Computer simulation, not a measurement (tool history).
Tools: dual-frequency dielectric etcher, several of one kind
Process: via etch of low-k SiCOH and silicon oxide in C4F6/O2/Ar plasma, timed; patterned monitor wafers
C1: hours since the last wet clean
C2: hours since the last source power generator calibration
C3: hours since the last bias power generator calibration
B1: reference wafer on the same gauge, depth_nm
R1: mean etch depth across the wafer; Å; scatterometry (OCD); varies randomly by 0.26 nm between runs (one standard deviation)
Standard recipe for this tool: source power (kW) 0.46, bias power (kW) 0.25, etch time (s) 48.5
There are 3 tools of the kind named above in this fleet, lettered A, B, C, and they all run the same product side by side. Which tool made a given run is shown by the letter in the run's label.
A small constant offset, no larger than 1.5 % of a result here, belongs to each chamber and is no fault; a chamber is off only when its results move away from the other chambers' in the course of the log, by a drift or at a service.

run 1A hour=2.5 | source_power_(kW)=0.46 bias_power_(kW)=0.25 etch_time_(s)=48.5 | C1=252.3 C2=2808.1 C3=2921.4 | B1=159.01 | R1=1591
run 2C hour=5.9 | source_power_(kW)=0.46 bias_power_(kW)=0.25 etch_time_(s)=48.5 | C1=73.4 C2=940.3 C3=110.5 | B1=159.02 | R1=1613.4
run 3B hour=8.9 | source_power_(kW)=0.46 bias_power_(kW)=0.25 etch_time_(s)=48.5 | C1=15 C2=770.8 C3=410 | B1=159.07 | R1=1582.1
run 4C hour=12.2 | source_power_(kW)=0.46 bias_power_(kW)=0.25 etch_time_(s)=48.5 | C1=79.7 C2=946.6 C3=116.8 | B1=159.08 | R1=1609.5
run 5B hour=15.8 | source_power_(kW)=0.46 bias_power_(kW)=0.25 etch_time_(s)=48.5 | C1=21.9 C2=777.7 C3=416.9 | B1=159.07 | R1=1583.9
run 6A hour=18.8 | source_power_(kW)=0.46 bias_power_(kW)=0.25 etch_time_(s)=48.5 | C1=268.6 C2=2824.4 C3=2937.7 | B1=159.17 | R1=1593.7
run 7A hour=22.8 | source_power_(kW)=0.46 bias_power_(kW)=0.25 etch_time_(s)=48.5 | C1=272.6 C2=2828.4 C3=2941.7 | B1=159.2 | R1=1597
run 8C hour=26.2 | source_power_(kW)=0.46 bias_power_(kW)=0.25 etch_time_(s)=48.5 | C1=93.7 C2=960.6 C3=130.8 | B1=159.25 | R1=1616.6
run 9B hour=30 | source_power_(kW)=0.46 bias_power_(kW)=0.25 etch_time_(s)=48.5 | C1=36.1 C2=791.9 C3=431.1 | B1=159.17 | R1=1582.6
run 10C hour=34.4 | source_power_(kW)=0.46 bias_power_(kW)=0.25 etch_time_(s)=48.5 | C1=101.9 C2=968.8 C3=139 | B1=159.29 | R1=1615.8
run 11B hour=37.1 | source_power_(kW)=0.46 bias_power_(kW)=0.25 etch_time_(s)=48.5 | C1=43.2 C2=799 C3=438.2 | B1=159.23 | R1=1584.3
run 12A hour=39.8 | source_power_(kW)=0.46 bias_power_(kW)=0.25 etch_time_(s)=48.5 | C1=289.6 C2=2845.4 C3=2958.7 | B1=159.34 | R1=1596
run 13B hour=44.6 | source_power_(kW)=0.46 bias_power_(kW)=0.25 etch_time_(s)=48.5 | C1=50.7 C2=806.5 C3=445.7 | B1=159.41 | R1=1588.4
run 14C hour=48.3 | source_power_(kW)=0.46 bias_power_(kW)=0.25 etch_time_(s)=48.5 | C1=115.8 C2=982.7 C3=152.9 | B1=159.36 | R1=1613.6
run 15A hour=51.5 | source_power_(kW)=0.46 bias_power_(kW)=0.25 etch_time_(s)=48.5 | C1=301.3 C2=2857.1 C3=2970.4 | B1=159.43 | R1=1596.1
run 16C hour=54.1 | source_power_(kW)=0.46 bias_power_(kW)=0.25 etch_time_(s)=48.5 | C1=121.6 C2=988.5 C3=158.7 | B1=159.45 | R1=1622
run 17A hour=59.1 | source_power_(kW)=0.53 bias_power_(kW)=0.204 etch_time_(s)=48.5 | C1=308.9 C2=2864.7 C3=2978 | B1=159.48 | R1=1578.8
run 18B hour=63.2 | source_power_(kW)=0.53 bias_power_(kW)=0.204 etch_time_(s)=48.5 | C1=69.3 C2=825.1 C3=464.3 | B1=159.51 | R1=1562.3
run 19B hour=67.5 | source_power_(kW)=0.53 bias_power_(kW)=0.204 etch_time_(s)=48.5 | C1=73.6 C2=829.4 C3=468.6 | B1=159.57 | R1=1567.9
run 20A hour=70.8 | source_power_(kW)=0.46 bias_power_(kW)=0.25 etch_time_(s)=48.5 | C1=320.6 C2=2876.4 C3=2989.7 | B1=159.6 | R1=1596.7
run 21C hour=74.4 | source_power_(kW)=0.46 bias_power_(kW)=0.25 etch_time_(s)=48.5 | C1=141.9 C2=1008.8 C3=179 | B1=159.65 | R1=1616.8
run 22A hour=78.1 | source_power_(kW)=0.46 bias_power_(kW)=0.25 etch_time_(s)=48.5 | C1=327.9 C2=2883.7 C3=2997 | B1=159.62 | R1=1601.9
run 23B hour=81.4 | source_power_(kW)=0.46 bias_power_(kW)=0.25 etch_time_(s)=48.5 | C1=87.5 C2=843.3 C3=482.5 | B1=159.62 | R1=1589
run 24C hour=84.1 | source_power_(kW)=0.46 bias_power_(kW)=0.25 etch_time_(s)=48.5 | C1=151.6 C2=1018.5 C3=188.7 | B1=159.67 | R1=1620.3
run 25A hour=86.6 | source_power_(kW)=0.46 bias_power_(kW)=0.25 etch_time_(s)=48.5 | C1=336.4 C2=2892.2 C3=3005.5 | B1=159.78 | R1=1597.9
run 26B hour=89.8 | source_power_(kW)=0.46 bias_power_(kW)=0.25 etch_time_(s)=48.5 | C1=95.9 C2=851.7 C3=490.9 | B1=159.66 | R1=1587.7
run 27C hour=92.1 | source_power_(kW)=0.5 bias_power_(kW)=0.25 etch_time_(s)=48.5 | C1=159.6 C2=1026.5 C3=196.7 | B1=159.78 | R1=1674.5
run 28A hour=94.5 | source_power_(kW)=0.5 bias_power_(kW)=0.25 etch_time_(s)=48.5 | C1=344.3 C2=2900.1 C3=3013.4 | B1=159.72 | R1=1654
run 29C hour=97.2 | source_power_(kW)=0.5 bias_power_(kW)=0.25 etch_time_(s)=48.5 | C1=164.7 C2=1031.6 C3=201.8 | B1=159.79 | R1=1675
run 30B hour=101 | source_power_(kW)=0.46 bias_power_(kW)=0.25 etch_time_(s)=48.5 | C1=107.1 C2=862.9 C3=502.1 | B1=159.83 | R1=1590.6
run 31C hour=105.5 | source_power_(kW)=0.46 bias_power_(kW)=0.25 etch_time_(s)=48.5 | C1=173 C2=1039.9 C3=210.1 | B1=159.9 | R1=1624.9
run 32A hour=110.3 | source_power_(kW)=0.46 bias_power_(kW)=0.25 etch_time_(s)=48.5 | C1=360.1 C2=2915.9 C3=3029.2 | B1=159.91 | R1=1605.2
run 33B hour=115.3 | source_power_(kW)=0.46 bias_power_(kW)=0.25 etch_time_(s)=48.5 | C1=121.4 C2=877.2 C3=516.4 | B1=159.96 | R1=1594.6
run 34B hour=118.3 | source_power_(kW)=0.46 bias_power_(kW)=0.25 etch_time_(s)=48.5 | C1=124.4 C2=880.2 C3=519.4 | B1=159.95 | R1=1589.8
run 35A hour=122.3 | source_power_(kW)=0.46 bias_power_(kW)=0.25 etch_time_(s)=48.5 | C1=372.1 C2=2927.9 C3=3041.2 | B1=160.01 | R1=1601.9
run 36C hour=125.3 | source_power_(kW)=0.46 bias_power_(kW)=0.25 etch_time_(s)=48.5 | C1=192.8 C2=1059.7 C3=229.9 | B1=159.99 | R1=1617.8
run 37B hour=128 | source_power_(kW)=0.46 bias_power_(kW)=0.216 etch_time_(s)=37 | C1=134.1 C2=889.9 C3=529.1 | B1=160.09 | R1=1155.2

All 3 chambers run these settings next. Forecast each chamber's results:
run 38A hour=131.8 | source_power_(kW)=0.39 bias_power_(kW)=0.25 etch_time_(s)=48.5 | R1=?
run 38B hour=131.8 | source_power_(kW)=0.39 bias_power_(kW)=0.25 etch_time_(s)=48.5 | R1=?
run 38C hour=131.8 | source_power_(kW)=0.39 bias_power_(kW)=0.25 etch_time_(s)=48.5 | R1=?

run=38A R1=1505.3
run=38B R1=1493.3
run=38C R1=1523.3
